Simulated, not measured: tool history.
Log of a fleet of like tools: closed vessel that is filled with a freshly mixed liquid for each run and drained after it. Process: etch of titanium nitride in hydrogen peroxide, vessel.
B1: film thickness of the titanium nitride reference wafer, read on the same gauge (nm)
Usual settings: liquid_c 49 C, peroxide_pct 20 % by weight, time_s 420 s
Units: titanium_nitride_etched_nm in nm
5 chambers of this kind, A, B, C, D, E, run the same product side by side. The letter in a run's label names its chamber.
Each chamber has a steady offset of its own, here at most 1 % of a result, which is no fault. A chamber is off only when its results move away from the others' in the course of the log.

Run 1A, hour 8.6: usual settings; B1 39.925. Result: titanium_nitride_etched_nm 10.892 nm.
Run 2B, hour 14.9: usual settings; B1 40.021. Result: titanium_nitride_etched_nm 10.938 nm.
Run 3D, hour 20.9: usual settings; B1 39.964. Result: titanium_nitride_etched_nm 10.95 nm.
Run 4E, hour 26.5: usual settings; B1 40.016. Result: titanium_nitride_etched_nm 10.905 nm.
Run 5C, hour 32.3: usual settings; B1 40.011. Result: titanium_nitride_etched_nm 10.863 nm.
Run 6E, hour 39: usual settings but time_s 600 s; B1 40.014. Result: titanium_nitride_etched_nm 15.455 nm.
Run 7C, hour 44.5: usual settings but time_s 600 s; B1 39.977. Result: titanium_nitride_etched_nm 15.637 nm.
Run 8B, hour 48.5: usual settings but time_s 600 s; B1 40.032. Result: titanium_nitride_etched_nm 15.717 nm.
Run 9D, hour 56.8: usual settings but time_s 600 s; B1 40.03. Result: titanium_nitride_etched_nm 15.712 nm.
Run 10A, hour 64.1: usual settings but time_s 600 s; B1 40.029. Result: titanium_nitride_etched_nm 15.272 nm.
Run 11B, hour 70.7: usual settings; B1 39.968. Result: titanium_nitride_etched_nm 10.828 nm.
Run 12D, hour 78.4: usual settings; B1 39.995. Result: titanium_nitride_etched_nm 10.892 nm.
Run 13C, hour 86.5: usual settings; B1 39.965. Result: titanium_nitride_etched_nm 10.839 nm.
Run 14E, hour 90.7: usual settings; B1 40.013. Result: titanium_nitride_etched_nm 10.796 nm.
Run 15A, hour 96.7: usual settings; B1 39.954. Result: titanium_nitride_etched_nm 10.805 nm.
Run 16C, hour 103.1: usual settings; B1 40.012. Result: titanium_nitride_etched_nm 10.818 nm.
Run 17E, hour 111.4: usual settings; B1 39.992. Result: titanium_nitride_etched_nm 10.888 nm.
Run 18A, hour 117.9: usual settings; B1 39.986. Result: titanium_nitride_etched_nm 10.805 nm.
Run 19B, hour 123.6: usual settings; B1 39.995. Result: titanium_nitride_etched_nm 10.828 nm.
Run 20D, hour 131.5: usual settings; B1 40.014. Result: titanium_nitride_etched_nm 10.945 nm.
Run 21B, hour 139.5: usual settings; B1 40.036. Result: titanium_nitride_etched_nm 10.964 nm.
Run 22D, hour 145.5: usual settings; B1 39.969. Result: titanium_nitride_etched_nm 10.891 nm.
At hour 148.9: chamber C: thermometer replaced.
Run 23C, hour 153.5: usual settings; B1 39.988. Result: titanium_nitride_etched_nm 10.905 nm.
Run 24A, hour 160.5: usual settings; B1 39.977. Result: titanium_nitride_etched_nm 10.635 nm.
Run 25E, hour 165.8: usual settings; B1 40.063. Result: titanium_nitride_etched_nm 10.841 nm.
Run 26C, hour 172.7: usual settings; B1 40.035. Result: titanium_nitride_etched_nm 10.891 nm.
At hour 173.3: chamber A: new drum of peroxide connected.
At hour 175.4: chamber B: thermometer replaced.
Run 27D, hour 180.5: usual settings; B1 40.013. Result: titanium_nitride_etched_nm 10.973 nm.
Run 28B, hour 185.2: usual settings; B1 39.968. Result: titanium_nitride_etched_nm 10.936 nm.
Run 29A, hour 191.4: usual settings; B1 39.978. Result: titanium_nitride_etched_nm 10.741 nm.
Run 30E, hour 198.9: usual settings but peroxide_pct 25.5 % by weight, time_s 225 s; B1 39.964. Result: titanium_nitride_etched_nm 6.0809 nm.
Run 31E, hour 205.8: usual settings but peroxide_pct 25.5 % by weight, time_s 225 s; B1 40.015. Result: titanium_nitride_etched_nm 6.1068 nm.
Run 32D, hour 213.8: usual settings but peroxide_pct 25.5 % by weight, time_s 225 s; B1 40.04. Result: titanium_nitride_etched_nm 6.244 nm.
Run 33C, hour 217.9: usual settings but peroxide_pct 25.5 % by weight, time_s 225 s; B1 40.019. Result: titanium_nitride_etched_nm 6.1436 nm.
Run 34B, hour 223.3: usual settings but peroxide_pct 25.5 % by weight, time_s 225 s; B1 39.985. Result: titanium_nitride_etched_nm 6.1862 nm.
Run 35A, hour 228.8: usual settings; B1 39.951. Result: titanium_nitride_etched_nm 10.569 nm.
Run 36A, hour 232.6: usual settings; B1 40.028. Result: titanium_nitride_etched_nm 10.527 nm.
Run 37C, hour 237.2: usual settings; B1 39.971. Result: titanium_nitride_etched_nm 10.954 nm.
Run 38E, hour 241.5: usual settings; B1 40.005. Result: titanium_nitride_etched_nm 10.813 nm.
Run 39B, hour 245.9: usual settings; B1 39.996. Result: titanium_nitride_etched_nm 10.866 nm.

Is one chamber off against the others, does the gauge drift, or is nothing wrong? If a chamber is off, say which, and what the likeliest cause is.

Chamber A drifts away from the others.
Cause: liquid colder than its thermometer reads (K) = 0.422.
The log may not tell that from: peroxide flow below the setpoint (%).

Here are 4 candidates for chamber A's next run, each the usual settings with a change, their results left as question marks. Which one brings its results back in line with what the others give on the usual settings?
In line means no further than this from the other chambers' mean on the usual settings: titanium_nitride_etched_nm 0.19 nm
Run 40A-1, hour 252: usual settings but liquid_c 49.5 C. Result: titanium_nitride_etched_nm ?.
Run 40A-2, hour 252: usual settings but liquid_c 48.5 C, time_s 410 s. Result: titanium_nitride_etched_nm ?.
Run 40A-3, hour 252: usual settings but peroxide_pct 26 % by weight. Result: titanium_nitride_etched_nm ?.
Run 40A-4, hour 252: usual settings but time_s 405 s. Result: titanium_nitride_etched_nm ?.

The other chambers' mean on the usual settings: titanium_nitride_etched_nm 10.883 nm
  run  titanium_nitride_etched_nm
40A-1                      10.996
40A-2                      9.9794
40A-3                      11.214
40A-4                      10.224
40A-1 brings the chamber back in line.
